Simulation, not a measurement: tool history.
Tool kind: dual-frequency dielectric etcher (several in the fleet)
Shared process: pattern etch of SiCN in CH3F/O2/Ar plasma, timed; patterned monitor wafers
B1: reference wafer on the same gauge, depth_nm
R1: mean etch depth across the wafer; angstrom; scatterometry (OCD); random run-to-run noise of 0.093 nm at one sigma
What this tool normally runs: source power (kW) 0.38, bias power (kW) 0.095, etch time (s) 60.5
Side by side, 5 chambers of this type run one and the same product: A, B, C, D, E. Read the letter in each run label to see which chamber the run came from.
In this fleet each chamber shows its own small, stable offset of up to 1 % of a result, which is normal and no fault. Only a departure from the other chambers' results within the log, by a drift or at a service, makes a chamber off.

run 1B hour=7.1 | source_power_(kW)=0.38 bias_power_(kW)=0.095 etch_time_(s)=60.5 | B1=28.12 | R1=244.3
run 2E hour=11.2 | source_power_(kW)=0.38 bias_power_(kW)=0.095 etch_time_(s)=60.5 | B1=28.119 | R1=248.34
run 3C hour=20 | source_power_(kW)=0.38 bias_power_(kW)=0.095 etch_time_(s)=60.5 | B1=28.107 | R1=246.78
run 4D hour=25 | source_power_(kW)=0.38 bias_power_(kW)=0.095 etch_time_(s)=60.5 | B1=28.072 | R1=244.9
run 5A hour=29.2 | source_power_(kW)=0.38 bias_power_(kW)=0.095 etch_time_(s)=60.5 | B1=28.102 | R1=245.21
run 6B hour=33.9 | source_power_(kW)=0.38 bias_power_(kW)=0.095 etch_time_(s)=60.5 | B1=28.126 | R1=244.48
run 7A hour=40.1 | source_power_(kW)=0.38 bias_power_(kW)=0.095 etch_time_(s)=60.5 | B1=28.078 | R1=245.93
run 8E hour=46.7 | source_power_(kW)=0.38 bias_power_(kW)=0.095 etch_time_(s)=60.5 | B1=28.081 | R1=247.54
-- hour=48.5 chamber C: wet clean of the chamber
run 9D hour=54.3 | source_power_(kW)=0.38 bias_power_(kW)=0.095 etch_time_(s)=60.5 | B1=28.106 | R1=244.96
run 10C hour=63.4 | source_power_(kW)=0.32 bias_power_(kW)=0.113 etch_time_(s)=60.5 | B1=28.096 | R1=247.55
run 11E hour=72.6 | source_power_(kW)=0.32 bias_power_(kW)=0.113 etch_time_(s)=60.5 | B1=28.101 | R1=248.71
run 12C hour=80 | source_power_(kW)=0.32 bias_power_(kW)=0.113 etch_time_(s)=60.5 | B1=28.106 | R1=249.92
run 13B hour=88 | source_power_(kW)=0.32 bias_power_(kW)=0.113 etch_time_(s)=60.5 | B1=28.106 | R1=245.77
run 14A hour=95.5 | source_power_(kW)=0.32 bias_power_(kW)=0.113 etch_time_(s)=60.5 | B1=28.091 | R1=248.05
run 15D hour=99.7 | source_power_(kW)=0.38 bias_power_(kW)=0.095 etch_time_(s)=60.5 | B1=28.076 | R1=245.76
run 16C hour=105.1 | source_power_(kW)=0.38 bias_power_(kW)=0.095 etch_time_(s)=60.5 | B1=28.108 | R1=247.26
run 17A hour=113.9 | source_power_(kW)=0.38 bias_power_(kW)=0.112 etch_time_(s)=44.5 | B1=28.08 | R1=192.34
run 18D hour=120.8 | source_power_(kW)=0.38 bias_power_(kW)=0.112 etch_time_(s)=44.5 | B1=28.089 | R1=191.78
run 19B hour=125.3 | source_power_(kW)=0.38 bias_power_(kW)=0.112 etch_time_(s)=44.5 | B1=28.12 | R1=191.89
run 20E hour=130.8 | source_power_(kW)=0.38 bias_power_(kW)=0.112 etch_time_(s)=44.5 | B1=28.115 | R1=193.82
run 21A hour=136.7 | source_power_(kW)=0.38 bias_power_(kW)=0.112 etch_time_(s)=44.5 | B1=28.095 | R1=193.65
run 22C hour=145.1 | source_power_(kW)=0.38 bias_power_(kW)=0.095 etch_time_(s)=60.5 | B1=28.109 | R1=249.2
run 23D hour=151.6 | source_power_(kW)=0.38 bias_power_(kW)=0.095 etch_time_(s)=60.5 | B1=28.081 | R1=244.5
-- hour=155.8 chamber D: bias power generator calibrated
run 24B hour=156.2 | source_power_(kW)=0.38 bias_power_(kW)=0.095 etch_time_(s)=60.5 | B1=28.096 | R1=245.96
run 25E hour=161.2 | source_power_(kW)=0.38 bias_power_(kW)=0.095 etch_time_(s)=60.5 | B1=28.077 | R1=246.82
run 26E hour=167.3 | source_power_(kW)=0.38 bias_power_(kW)=0.095 etch_time_(s)=60.5 | B1=28.101 | R1=249.13
run 27C hour=174 | source_power_(kW)=0.38 bias_power_(kW)=0.095 etch_time_(s)=60.5 | B1=28.108 | R1=245.2
run 28A hour=180.8 | source_power_(kW)=0.38 bias_power_(kW)=0.095 etch_time_(s)=60.5 | B1=28.099 | R1=245.84
run 29B hour=185.6 | source_power_(kW)=0.38 bias_power_(kW)=0.095 etch_time_(s)=60.5 | B1=28.114 | R1=250.7
run 30D hour=194.2 | source_power_(kW)=0.38 bias_power_(kW)=0.095 etch_time_(s)=60.5 | B1=28.123 | R1=246.69
run 31E hour=201.1 | source_power_(kW)=0.38 bias_power_(kW)=0.095 etch_time_(s)=60.5 | B1=28.099 | R1=248.81
run 32D hour=208.5 | source_power_(kW)=0.38 bias_power_(kW)=0.095 etch_time_(s)=60.5 | B1=28.098 | R1=246.52
run 33A hour=218.2 | source_power_(kW)=0.38 bias_power_(kW)=0.095 etch_time_(s)=60.5 | B1=28.085 | R1=247.31
run 34C hour=227.5 | source_power_(kW)=0.48 bias_power_(kW)=0.095 etch_time_(s)=60.5 | B1=28.089 | R1=270.79
run 35B hour=234.8 | source_power_(kW)=0.48 bias_power_(kW)=0.095 etch_time_(s)=60.5 | B1=28.08 | R1=274.13
run 36C hour=243.7 | source_power_(kW)=0.48 bias_power_(kW)=0.095 etch_time_(s)=60.5 | B1=28.102 | R1=270.76
run 37D hour=248.7 | source_power_(kW)=0.48 bias_power_(kW)=0.095 etch_time_(s)=60.5 | B1=28.104 | R1=267.91
run 38B hour=255.7 | source_power_(kW)=0.48 bias_power_(kW)=0.095 etch_time_(s)=60.5 | B1=28.103 | R1=275.1
-- hour=257.4 chamber E: wet clean of the chamber
run 39A hour=262.7 | source_power_(kW)=0.38 bias_power_(kW)=0.095 etch_time_(s)=60.5 | B1=28.099 | R1=247.18
run 40E hour=268.6 | source_power_(kW)=0.38 bias_power_(kW)=0.095 etch_time_(s)=60.5 | B1=28.105 | R1=245.99
run 41A hour=273.9 | source_power_(kW)=0.38 bias_power_(kW)=0.095 etch_time_(s)=60.5 | B1=28.107 | R1=245.89
run 42D hour=281 | source_power_(kW)=0.38 bias_power_(kW)=0.087 etch_time_(s)=69.5 | B1=28.083 | R1=275.08
run 43B hour=290.4 | source_power_(kW)=0.38 bias_power_(kW)=0.087 etch_time_(s)=69.5 | B1=28.102 | R1=280.6

All 5 chambers run these settings next. Forecast each chamber's results:
run 44A hour=297.3 | source_power_(kW)=0.45 bias_power_(kW)=0.095 etch_time_(s)=60.5 | R1=?
run 44B hour=297.3 | source_power_(kW)=0.45 bias_power_(kW)=0.095 etch_time_(s)=60.5 | R1=?
run 44C hour=297.3 | source_power_(kW)=0.45 bias_power_(kW)=0.095 etch_time_(s)=60.5 | R1=?
run 44D hour=297.3 | source_power_(kW)=0.45 bias_power_(kW)=0.095 etch_time_(s)=60.5 | R1=?
run 44E hour=297.3 | source_power_(kW)=0.45 bias_power_(kW)=0.095 etch_time_(s)=60.5 | R1=?

run=44A R1=263.24
run=44B R1=270.33
run=44C R1=265.04
run=44D R1=262.01
run=44E R1=263.05
